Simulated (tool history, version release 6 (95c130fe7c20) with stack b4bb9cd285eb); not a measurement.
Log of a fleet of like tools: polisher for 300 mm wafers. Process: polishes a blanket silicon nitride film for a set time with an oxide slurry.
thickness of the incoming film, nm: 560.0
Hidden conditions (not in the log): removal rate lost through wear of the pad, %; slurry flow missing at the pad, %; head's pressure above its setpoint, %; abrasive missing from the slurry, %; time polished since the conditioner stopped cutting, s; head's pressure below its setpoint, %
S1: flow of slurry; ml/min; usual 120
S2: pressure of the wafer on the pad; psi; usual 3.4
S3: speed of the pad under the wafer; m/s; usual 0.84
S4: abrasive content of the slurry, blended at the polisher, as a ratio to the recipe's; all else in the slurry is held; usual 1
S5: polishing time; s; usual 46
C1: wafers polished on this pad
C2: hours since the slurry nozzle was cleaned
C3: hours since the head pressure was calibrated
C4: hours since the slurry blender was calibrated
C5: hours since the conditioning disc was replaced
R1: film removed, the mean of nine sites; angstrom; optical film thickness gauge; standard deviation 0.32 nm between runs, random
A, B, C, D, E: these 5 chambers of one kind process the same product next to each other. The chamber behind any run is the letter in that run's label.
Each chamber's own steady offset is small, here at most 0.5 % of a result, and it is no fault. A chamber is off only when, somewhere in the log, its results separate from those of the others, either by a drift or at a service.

run 1D hour=5.5 | S1=120 S2=3.4 S3=0.84 S4=1 S5=46 | C1=796 C2=53.1 C3=1089.3 C4=92.0 C5=21.7 | R1=271.62
-- hour=10.0 chamber A: conditioning disc replaced and pad reconditioned
run 2A hour=11.8 | S1=120 S2=3.4 S3=0.84 S4=1 S5=46 | C1=426 C2=374.9 C3=460.0 C4=21.7 C5=1.8 | R1=272.80
run 3C hour=17.4 | S1=120 S2=3.4 S3=0.84 S4=1 S5=46 | C1=310 C2=124.1 C3=144.9 C4=34.6 C5=94.7 | R1=268.39
-- hour=18.0 chamber E: worn pad replaced by a new one
run 4B hour=23.0 | S1=120 S2=3.4 S3=0.84 S4=1 S5=46 | C1=430 C2=623.0 C3=929.4 C4=85.1 C5=136.1 | R1=269.76
run 5E hour=29.8 | S1=120 S2=3.4 S3=0.84 S4=1 S5=46 | C1=109 C2=55.4 C3=825.6 C4=151.5 C5=116.4 | R1=270.01
-- hour=31.9 chamber E: head pressure recalibrated
-- hour=33.6 chamber D: worn pad replaced by a new one
-- hour=38.0 chamber C: worn pad replaced by a new one
run 6D hour=40.2 | S1=120 S2=3.4 S3=0.84 S4=1 S5=46 | C1=61 C2=87.8 C3=1124.0 C4=126.7 C5=56.4 | R1=273.92
-- hour=41.8 chamber B: slurry nozzle cleaned
-- hour=46.7 chamber E: conditioning disc replaced and pad reconditioned
-- hour=48.2 chamber A: worn pad replaced by a new one
run 7A hour=48.8 | S1=120 S2=3.4 S3=0.84 S4=1 S5=46 | C1=5 C2=411.9 C3=497.0 C4=58.7 C5=38.8 | R1=266.50
-- hour=52.3 chamber B: worn pad replaced by a new one
run 8C hour=55.5 | S1=120 S2=3.4 S3=0.84 S4=1 S5=46 | C1=161 C2=162.2 C3=183.0 C4=72.7 C5=132.8 | R1=267.07
-- hour=62.0 chamber D: slurry blender recalibrated
run 9B hour=64.7 | S1=120 S2=3.4 S3=0.84 S4=1 S5=46 | C1=114 C2=22.9 C3=971.1 C4=126.8 C5=177.8 | R1=268.23
run 10E hour=74.4 | S1=120 S2=3.4 S3=0.84 S4=1 S5=46 | C1=519 C2=100.0 C3=42.5 C4=196.1 C5=27.8 | R1=276.84
run 11D hour=80.6 | S1=120 S2=3.4 S3=0.84 S4=1 S5=46 | C1=432 C2=128.2 C3=1164.4 C4=18.6 C5=96.8 | R1=268.72
run 12E hour=86.0 | S1=120 S2=3.4 S3=0.84 S4=1 S5=46 | C1=626 C2=111.6 C3=54.1 C4=207.7 C5=39.4 | R1=268.75
run 13B hour=95.6 | S1=120 S2=3.4 S3=0.84 S4=1 S5=46 | C1=398 C2=53.8 C3=1002.0 C4=157.7 C5=208.7 | R1=275.13
-- hour=97.8 chamber C: worn pad replaced by a new one
run 14C hour=101.1 | S1=120 S2=3.4 S3=0.84 S4=1 S5=46 | C1=31 C2=207.8 C3=228.6 C4=118.3 C5=178.4 | R1=267.80
-- hour=102.6 chamber C: slurry blender recalibrated
run 15A hour=109.3 | S1=110 S2=3.4 S3=0.84 S4=1 S5=39 | C1=562 C2=472.4 C3=557.5 C4=119.2 C5=99.3 | R1=223.53
run 16E hour=115.4 | S1=110 S2=3.4 S3=0.84 S4=1 S5=39 | C1=896 C2=141.0 C3=83.5 C4=237.1 C5=68.8 | R1=225.93
run 17A hour=122.4 | S1=110 S2=3.4 S3=0.84 S4=1 S5=39 | C1=683 C2=485.5 C3=570.6 C4=132.3 C5=112.4 | R1=224.10
run 18C hour=131.3 | S1=110 S2=3.4 S3=0.84 S4=1 S5=39 | C1=309 C2=238.0 C3=258.8 C4=28.7 C5=208.6 | R1=227.02
-- hour=133.3 chamber A: worn pad replaced by a new one
-- hour=133.9 chamber E: slurry blender recalibrated
run 19B hour=136.8 | S1=110 S2=3.4 S3=0.84 S4=1 S5=39 | C1=778 C2=95.0 C3=1043.2 C4=198.9 C5=249.9 | R1=228.72
-- hour=142.1 chamber B: worn pad replaced by a new one
run 20D hour=146.1 | S1=120 S2=3.4 S3=0.84 S4=1 S5=46 | C1=1035 C2=193.7 C3=1229.9 C4=84.1 C5=162.3 | R1=270.87
-- hour=150.7 chamber D: worn pad replaced by a new one
-- hour=150.8 chamber B: conditioning disc replaced and pad reconditioned
-- hour=151.0 chamber C: worn pad replaced by a new one
-- hour=152.9 chamber C: conditioning disc replaced and pad reconditioned
run 21D hour=154.0 | S1=120 S2=3.4 S3=0.84 S4=1 S5=46 | C1=30 C2=201.6 C3=1237.8 C4=92.0 C5=170.2 | R1=267.54
-- hour=156.5 chamber E: worn pad replaced by a new one
-- hour=157.2 chamber B: head pressure recalibrated
-- hour=158.1 chamber B: slurry blender recalibrated
run 22B hour=162.3 | S1=120 S2=3.4 S3=0.84 S4=1 S5=46 | C1=186 C2=120.5 C3=5.2 C4=4.3 C5=11.5 | R1=252.25
-- hour=164.2 chamber C: slurry nozzle cleaned
-- hour=166.7 chamber D: conditioning disc replaced and pad reconditioned
run 23E hour=167.1 | S1=120 S2=3.4 S3=0.84 S4=1 S5=46 | C1=97 C2=192.7 C3=135.2 C4=33.3 C5=120.5 | R1=271.44
run 24A hour=173.5 | S1=120 S2=3.4 S3=0.84 S4=1 S5=46 | C1=370 C2=536.6 C3=621.7 C4=183.4 C5=163.5 | R1=271.00
run 25C hour=180.2 | S1=120 S2=3.4 S3=0.84 S4=1 S5=46 | C1=269 C2=16.1 C3=307.7 C4=77.6 C5=27.4 | R1=272.01
-- hour=183.4 chamber E: conditioning disc replaced and pad reconditioned
run 26E hour=189.0 | S1=120 S2=3.4 S3=0.84 S4=1 S5=46 | C1=299 C2=214.6 C3=157.1 C4=55.2 C5=5.6 | R1=267.20
run 27D hour=196.3 | S1=120 S2=3.4 S3=0.84 S4=1 S5=46 | C1=420 C2=243.9 C3=1280.1 C4=134.3 C5=29.7 | R1=274.48
-- hour=198.0 chamber A: conditioning disc replaced and pad reconditioned
-- hour=200.0 chamber C: worn pad replaced by a new one
run 28A hour=201.9 | S1=120 S2=3.4 S3=0.84 S4=1 S5=46 | C1=631 C2=565.0 C3=650.1 C4=211.8 C5=4.0 | R1=269.10
-- hour=209.0 chamber A: slurry blender recalibrated
run 29C hour=210.7 | S1=120 S2=3.4 S3=0.84 S4=1 S5=46 | C1=99 C2=46.6 C3=338.2 C4=108.1 C5=57.9 | R1=271.66
run 30B hour=220.7 | S1=120 S2=3.4 S3=0.84 S4=1 S5=46 | C1=723 C2=178.9 C3=63.6 C4=62.7 C5=69.9 | R1=253.13
-- hour=222.4 chamber A: worn pad replaced by a new one
run 31C hour=227.5 | S1=120 S2=3.4 S3=0.84 S4=1 S5=46 | C1=253 C2=63.4 C3=355.0 C4=124.9 C5=74.7 | R1=270.17
run 32B hour=234.9 | S1=120 S2=3.4 S3=0.84 S4=1 S5=46 | C1=854 C2=193.1 C3=77.8 C4=76.9 C5=84.1 | R1=253.79
run 33A hour=243.3 | S1=120 S2=3.4 S3=0.84 S4=1 S5=46 | C1=192 C2=606.4 C3=691.5 C4=34.4 C5=45.4 | R1=270.80
run 34E hour=252.6 | S1=120 S2=3.4 S3=0.84 S4=1 S5=46 | C1=884 C2=278.2 C3=220.7 C4=118.8 C5=69.2 | R1=272.15

Does one chamber stand apart from the rest, does the shared gauge drift, or is all well apart from small per-chamber offsets? Give the chamber and the most likely cause, where there is one.

A service left chamber B off against the others.
Cause: head's pressure below its setpoint, % = 6.84.

Here are 4 candidates for chamber B's next run, each the usual settings with a change, their results left as question marks. Which one brings its results back in line with what the others give on the usual settings?
To be in line, a result may differ from the other chambers' mean on the usual settings by at most: R1 11.00 angstrom
run 35B-1 hour=260.0 | S1=130 S2=3.4 S3=0.84 S4=1.10 S5=46 | R1=?
run 35B-2 hour=260.0 | S1=115 S2=3.4 S3=0.72 S4=0.95 S5=46 | R1=?
run 35B-3 hour=260.0 | S1=120 S2=3.4 S3=0.84 S4=1.00 S5=43 | R1=?
run 35B-4 hour=260.0 | S1=120 S2=3.7 S3=0.84 S4=1.00 S5=49 | R1=?

The other chambers' mean on the usual settings: R1 271.18 angstrom
run=35B-1 R1=267.69
run=35B-2 R1=216.45
run=35B-3 R1=236.04
run=35B-4 R1=292.66
35B-1 is the one that brings the chamber's results back in line with the other chambers.

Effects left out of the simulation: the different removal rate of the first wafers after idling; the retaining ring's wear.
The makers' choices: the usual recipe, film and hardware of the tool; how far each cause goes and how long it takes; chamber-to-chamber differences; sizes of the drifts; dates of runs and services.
